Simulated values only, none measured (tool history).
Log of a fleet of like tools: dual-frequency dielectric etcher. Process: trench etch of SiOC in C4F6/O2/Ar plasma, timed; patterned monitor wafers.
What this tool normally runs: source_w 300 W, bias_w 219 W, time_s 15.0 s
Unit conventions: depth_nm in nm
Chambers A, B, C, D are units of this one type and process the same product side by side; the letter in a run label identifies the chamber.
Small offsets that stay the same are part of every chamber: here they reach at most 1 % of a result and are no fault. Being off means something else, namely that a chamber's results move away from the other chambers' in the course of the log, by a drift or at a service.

run   hour  source_w  bias_w  time_s  read-back reference wafer on the same gauge, depth_nm  depth_nm
 1D   12.3       300     219    15.0                                                 26.300    29.538
 2C   18.6       300     219    15.0                                                 26.293    29.499
 3B   25.1       300     219    15.0                                                 26.285    29.698
 4A   37.4       300     219    15.0                                                 26.275    29.995
 5C   46.7       300     219    15.0                                                 26.327    29.434
 6D   57.5       280     219    15.0                                                 26.330    28.606
 7B   66.5       280     219    15.0                                                 26.285    28.791
 8A   75.6       280     219    15.0                                                 26.280    28.979
 9A   86.9       280     219    15.0                                                 26.309    29.081
10B   97.1       300     240    15.0                                                 26.248    31.277
      97.5  -- chamber A: wet clean of the chamber
11D  110.9       300     240    15.0                                                 26.318    30.227
12C  118.8       300     240    15.0                                                 26.308    30.651
13D  131.0       300     240    15.0                                                 26.311    30.382
14B  144.8       300     219    15.0                                                 26.296    29.559
15A  154.9       300     219    15.0                                                 26.286    29.704
16C  164.2       300     219    15.0                                                 26.307    29.549
     169.1  -- chamber D: wet clean of the chamber
17A  172.2       300     219    15.0                                                 26.345    29.709
18C  185.5       300     219    15.0                                                 26.273    29.697
19B  195.1       300     219    15.0                                                 26.289    29.721
20D  206.3       300     219    15.0                                                 26.293    29.527
21C  218.2       240     219    11.0                                                 26.288    20.019
22A  229.6       240     219    11.0                                                 26.299    19.888
23D  237.6       240     219    11.0                                                 26.274    19.493
24B  249.8       240     219    11.0                                                 26.282    20.139
     257.4  -- chamber D: source power generator calibrated
25A  258.5       300     219    15.0                                                 26.332    29.925
26C  269.8       340     219    16.5                                                 26.306    34.371
27B  277.8       340     219    16.5                                                 26.328    34.394
28D  287.1       340     219    16.5                                                 26.340    33.926
     290.7  -- chamber C: wet clean of the chamber
29C  295.5       340     219    16.5                                                 26.353    33.862
30A  307.7       300     219    15.0                                                 26.287    29.820
31B  320.6       300     219    15.0                                                 26.262    29.973
32D  327.4       300     187    11.5                                                 26.262    21.339
33A  338.8       300     187    11.5                                                 26.279    21.855
34B  345.1       300     187    11.5                                                 26.292    21.841
35C  352.2       300     187    11.5                                                 26.363    21.351
36D  362.8       340     267    15.0                                                 26.325    32.725
37B  369.3       340     267    15.0                                                 26.317    33.977
38C  383.1       340     267    15.0                                                 26.282    33.137
39A  392.8       340     267    15.0                                                 26.289    33.468

For the next run the whole fleet of 4 chambers uses the same settings. Give each chamber's results:
40A  403.2       300     219    15.0                                                                ?
40B  403.2       300     219    15.0                                                                ?
40C  403.2       300     219    15.0                                                                ?
40D  403.2       300     219    15.0                                                                ?

run  depth_nm
40A    30.073
40B    29.673
40C    29.691
40D    29.122
